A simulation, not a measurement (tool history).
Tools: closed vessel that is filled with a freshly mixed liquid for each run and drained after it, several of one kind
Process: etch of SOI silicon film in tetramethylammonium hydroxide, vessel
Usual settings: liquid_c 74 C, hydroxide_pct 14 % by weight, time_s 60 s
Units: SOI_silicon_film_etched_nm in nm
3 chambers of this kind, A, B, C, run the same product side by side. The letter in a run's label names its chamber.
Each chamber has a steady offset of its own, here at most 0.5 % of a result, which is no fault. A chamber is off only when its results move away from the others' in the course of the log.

run	hour	liquid_c	hydroxide_pct	time_s	read-back film thickness of the SOI silicon film reference wafer, read on the same gauge (nm)	SOI_silicon_film_etched_nm
1C	14.9	74	14	60	90.016	467.4
2A	25.5	74	14	60	89.986	465.89
3B	32.1	74	14	60	89.986	468.02
4C	40.8	74	14	60	90.004	476.84
5A	55.4	74	14	60	89.99	465.41
# hour 58.9: chamber A: thermometer replaced
6B	61.9	74	14	60	90.007	469.28
# hour 67.3: chamber C: hydroxide flow meter replaced
7B	75.6	74	14	60	89.988	468.27
8A	86.5	74	14	60	90.025	465.24
9C	97	74	14	60	90.012	473.33
10A	107	74	14	60	90.02	470.33
11C	117.2	74	14	60	90.014	462.33
12B	129.2	74	14	60	89.962	470.01
13A	137	74	14	60	90.011	462.24
14C	149.1	74	14	60	89.985	467.51
15B	157.4	74	14	60	90.013	474.72
16A	165.9	74	14	60	89.984	459.52
17C	178.9	71	14	60	89.982	392.6
18B	187.5	71	14	60	90.014	389.34
19B	202.3	71	14	60	89.989	393.49
20A	210.8	74	14	60	90.003	465.56
21C	225.3	74	14	60	90.032	468.52
22C	235.1	74	14	60	90.021	471.77
23B	242.4	74	14	60	90.003	471.76
24A	250.7	74	14	60	89.966	464.57
25A	262.4	74	14	60	90.022	469.99
26C	272	74	14	60	89.981	462.49
27B	284.6	74	14	60	90.007	469.53

Is one chamber off against the others, does the gauge drift, or is nothing wrong? If a chamber is off, say which, and what the likeliest cause is.

No chamber stands off beyond its own small offset, and the gauge holds steady.
